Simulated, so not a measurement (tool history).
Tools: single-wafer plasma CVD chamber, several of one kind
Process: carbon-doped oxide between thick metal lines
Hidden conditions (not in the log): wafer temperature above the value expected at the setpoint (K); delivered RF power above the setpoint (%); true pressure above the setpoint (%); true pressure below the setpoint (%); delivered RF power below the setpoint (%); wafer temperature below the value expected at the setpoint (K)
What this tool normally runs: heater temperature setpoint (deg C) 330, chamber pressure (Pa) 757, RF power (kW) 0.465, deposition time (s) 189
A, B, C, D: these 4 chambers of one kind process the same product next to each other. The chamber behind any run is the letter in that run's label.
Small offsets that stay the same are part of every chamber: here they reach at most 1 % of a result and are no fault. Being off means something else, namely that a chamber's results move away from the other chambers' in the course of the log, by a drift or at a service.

run   hour  heater temperature setpoint (deg C)  chamber pressure (Pa)  RF power (kW)  deposition time (s)  hours since the last thermocouple change  hours since the last RF generator calibration  hours since the last manometer calibration  read-back reference wafer on the same gauge, thickness_nm  mean film thickness on the monitor wafer (nm)
 1B     13                                  330                    757          0.465                  189                                     485.3                                          474.6                                      1584.3                                                     993.18                                         984.53
 2A   22.9                                  330                    757          0.465                  189                                     221.9                                           99.7                                       936.6                                                     993.86                                         977.27
 3C   36.9                                  330                    757          0.465                  189                                     353.7                                          184.1                                      1841.5                                                      993.7                                         987.13
 4D   44.5                                  330                    757          0.465                  189                                     860.4                                         1322.5                                      1141.6                                                     994.03                                         984.23
      47.1  -- chamber B: capacitance manometer re-zeroed and calibrated
 5C   60.5                                  330                    757          0.465                  189                                     377.3                                          207.7                                      1865.1                                                     993.96                                         986.56
 6A     76                                  330                    757          0.465                  189                                       275                                          152.8                                       989.7                                                     994.08                                          978.5
 7D   91.7                                  330                    757          0.465                  189                                     907.6                                         1369.7                                      1188.8                                                     994.61                                         984.59
 8B  100.1                                  330                    757          0.465                  189                                     572.4                                          561.7                                        53.1                                                     994.52                                         986.66
 9B  107.5                                  330                    757          0.465                  189                                     579.8                                          569.1                                        60.5                                                     994.75                                         985.68
10C  120.3                                  323                    699          0.465                  189                                     437.1                                          267.5                                      1924.9                                                     994.75                                         999.86
11A  128.7                                  323                    699          0.465                  189                                     327.7                                          205.5                                      1042.4                                                     995.03                                         993.01
12D  135.8                                  323                    699          0.465                  189                                     951.7                                         1413.8                                      1232.9                                                     994.92                                         999.83
     137.6  -- chamber D: RF generator calibrated
13B  145.4                                  323                    699          0.465                  189                                     617.7                                            607                                        98.4                                                     994.93                                         1001.1
14D  158.2                                  330                    757          0.465                  189                                     974.1                                           20.6                                      1255.3                                                     995.65                                         985.89
15C  170.8                                  330                    757          0.465                  189                                     487.6                                            318                                      1975.4                                                     995.58                                         988.76
16A  182.9                                  330                    757          0.465                  189                                     381.9                                          259.7                                      1096.6                                                     996.02                                         979.14
17C  195.5                                  330                    757          0.465                  204                                     512.3                                          342.7                                      2000.1                                                     996.02                                         1069.1
18A    208                                  330                    757          0.465                  204                                       407                                          284.8                                      1121.7                                                     996.31                                         1059.5
19D  215.8                                  330                    757          0.465                  204                                    1031.7                                           78.2                                      1312.9                                                     996.05                                         1066.5
20B  231.5                                  330                    757          0.465                  204                                     703.8                                          693.1                                       184.5                                                     996.97                                         1067.7
21B  244.2                                  330                    757          0.465                  189                                     716.5                                          705.8                                       197.2                                                     997.08                                         989.17
     245.2  -- chamber A: capacitance manometer re-zeroed and calibrated
22D  257.6                                  330                    757          0.465                  189                                    1073.5                                            120                                      1354.7                                                     997.37                                          987.1
23A  268.8                                  330                    757          0.465                  189                                     467.8                                          345.6                                        23.7                                                     997.17                                         979.13
24C  284.2                                  330                    757          0.465                  189                                       601                                          431.4                                      2088.8                                                     997.62                                          989.2
25C  300.2                                  330                    757          0.465                  189                                       617                                          447.4                                      2104.8                                                     997.92                                         990.98
26D  311.8                                  330                    757          0.465                  189                                    1127.7                                          174.2                                      1408.9                                                     997.89                                         988.44
27B  321.1                                  330                    847          0.465                  189                                     793.4                                          782.7                                       274.1                                                     998.01                                         1003.1
28A  328.4                                  330                    847          0.465                  189                                     527.4                                          405.2                                        83.3                                                     998.19                                         997.81

What goes on in this fleet: one chamber off, a drifting gauge, or nothing beyond the chambers' own small offsets? Name the chamber and the cause, if any.

No chamber is off; the gauge reading every chamber's wafers drifts, which makes the whole fleet appear to move together.
What lies behind it: gauge reads high (%) = 0.545.

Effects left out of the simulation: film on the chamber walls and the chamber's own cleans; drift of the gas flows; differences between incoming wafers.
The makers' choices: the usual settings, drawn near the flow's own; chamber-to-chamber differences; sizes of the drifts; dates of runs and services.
